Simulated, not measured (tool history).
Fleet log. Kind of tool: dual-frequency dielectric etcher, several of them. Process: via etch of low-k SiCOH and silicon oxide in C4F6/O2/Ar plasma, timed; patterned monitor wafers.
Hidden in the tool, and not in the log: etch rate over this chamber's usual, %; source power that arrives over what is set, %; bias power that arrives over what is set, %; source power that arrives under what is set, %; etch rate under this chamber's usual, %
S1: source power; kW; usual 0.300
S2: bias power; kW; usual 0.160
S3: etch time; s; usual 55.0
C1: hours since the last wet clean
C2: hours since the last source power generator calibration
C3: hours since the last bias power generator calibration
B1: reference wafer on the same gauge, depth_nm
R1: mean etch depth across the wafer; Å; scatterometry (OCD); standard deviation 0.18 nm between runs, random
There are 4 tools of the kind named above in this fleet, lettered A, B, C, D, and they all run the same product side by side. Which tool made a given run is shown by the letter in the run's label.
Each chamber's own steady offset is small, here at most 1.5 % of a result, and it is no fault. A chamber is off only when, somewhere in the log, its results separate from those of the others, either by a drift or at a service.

Run 1B, hour 4.8: usual settings; C1 57.8; C2 2694.9; C3 916.4; B1 155.02. Result: R1 1343.20 Å.
Run 2C, hour 10.2: usual settings; C1 420.3; C2 204.8; C3 142.2; B1 155.04. Result: R1 1327.10 Å.
Run 3A, hour 14.2: usual settings; C1 454.8; C2 3297.9; C3 555.0; B1 155.10. Result: R1 1321.30 Å.
Run 4D, hour 18.3: usual settings; C1 541.9; C2 2030.7; C3 1571.9; B1 155.13. Result: R1 1321.50 Å.
Run 5A, hour 25.3: usual settings; C1 465.9; C2 3309.0; C3 566.1; B1 155.19. Result: R1 1324.60 Å.
Run 6D, hour 30.7: usual settings; C1 554.3; C2 2043.1; C3 1584.3; B1 155.18. Result: R1 1322.10 Å.
Run 7C, hour 34.9: usual settings but S3 39.0 s; C1 445.0; C2 229.5; C3 166.9; B1 155.20. Result: R1 941.77 Å.
Run 8B, hour 39.2: usual settings but S3 39.0 s; C1 92.2; C2 2729.3; C3 950.8; B1 155.24. Result: R1 951.10 Å.
Run 9A, hour 42.5: usual settings but S3 39.0 s; C1 483.1; C2 3326.2; C3 583.3; B1 155.30. Result: R1 938.02 Å.
Run 10D, hour 48.3: usual settings but S3 39.0 s; C1 571.9; C2 2060.7; C3 1601.9; B1 155.29. Result: R1 936.77 Å.
Run 11C, hour 54.7: usual settings; C1 464.8; C2 249.3; C3 186.7; B1 155.31. Result: R1 1324.20 Å.
Run 12B, hour 58.9: usual settings but S1 0.360 kW; C1 111.9; C2 2749.0; C3 970.5; B1 155.40. Result: R1 1444.60 Å.
Run 13A, hour 64.4: usual settings but S1 0.360 kW; C1 505.0; C2 3348.1; C3 605.2; B1 155.33. Result: R1 1421.40 Å.
At hour 65.1: chamber A: wet clean of the chamber.
Run 14B, hour 69.7: usual settings but S1 0.360 kW; C1 122.7; C2 2759.8; C3 981.3; B1 155.44. Result: R1 1441.50 Å.
At hour 71.2: chamber B: source power generator calibrated.
Run 15D, hour 74.6: usual settings but S1 0.360 kW; C1 598.2; C2 2087.0; C3 1628.2; B1 155.47. Result: R1 1421.90 Å.
At hour 79.3: chamber A: source power generator calibrated.
Run 16C, hour 81.5: usual settings but S2 0.180 kW, S3 43.5 s; C1 491.6; C2 276.1; C3 213.5; B1 155.54. Result: R1 1091.30 Å.
Run 17C, hour 84.9: usual settings but S2 0.180 kW, S3 43.5 s; C1 495.0; C2 279.5; C3 216.9; B1 155.51. Result: R1 1093.10 Å.
Run 18D, hour 89.5: usual settings but S2 0.180 kW, S3 43.5 s; C1 613.1; C2 2101.9; C3 1643.1; B1 155.60. Result: R1 1090.00 Å.
Run 19B, hour 96.5: usual settings but S2 0.180 kW, S3 43.5 s; C1 149.5; C2 25.4; C3 1008.1; B1 155.55. Result: R1 1108.00 Å.
Run 20A, hour 101.1: usual settings; C1 36.1; C2 21.9; C3 641.9; B1 155.66. Result: R1 1326.80 Å.
At hour 102.6: chamber D: wet clean of the chamber.
At hour 103.8: chamber C: wet clean of the chamber.
Run 21B, hour 106.1: usual settings but S3 39.5 s; C1 159.1; C2 35.0; C3 1017.7; B1 155.69. Result: R1 965.88 Å.
Run 22D, hour 109.5: usual settings but S3 39.5 s; C1 6.9; C2 2121.9; C3 1663.1; B1 155.75. Result: R1 953.14 Å.
Run 23C, hour 114.3: usual settings but S3 39.5 s; C1 10.5; C2 308.9; C3 246.3; B1 155.71. Result: R1 957.91 Å.
Run 24A, hour 121.0: usual settings but S3 39.5 s; C1 56.0; C2 41.8; C3 661.8; B1 155.83. Result: R1 954.72 Å.
Run 25A, hour 125.8: usual settings; C1 60.8; C2 46.6; C3 666.6; B1 155.80. Result: R1 1328.00 Å.
Run 26D, hour 129.5: usual settings but S2 0.199 kW, S3 70.0 s; C1 26.9; C2 2141.9; C3 1683.1; B1 155.82. Result: R1 1811.00 Å.
Run 27B, hour 134.5: usual settings but S2 0.199 kW, S3 70.0 s; C1 187.5; C2 63.4; C3 1046.1; B1 155.83. Result: R1 1842.40 Å.

One chamber off, gauge drift, or nothing amiss beyond the chambers' own small offsets? If it is a chamber, which one, and what is the likeliest cause?

No chamber is off; the gauge reading every chamber's wafers drifts, which makes the whole fleet appear to move together.
Most likely cause: gauge reads high (%) = 0.572.

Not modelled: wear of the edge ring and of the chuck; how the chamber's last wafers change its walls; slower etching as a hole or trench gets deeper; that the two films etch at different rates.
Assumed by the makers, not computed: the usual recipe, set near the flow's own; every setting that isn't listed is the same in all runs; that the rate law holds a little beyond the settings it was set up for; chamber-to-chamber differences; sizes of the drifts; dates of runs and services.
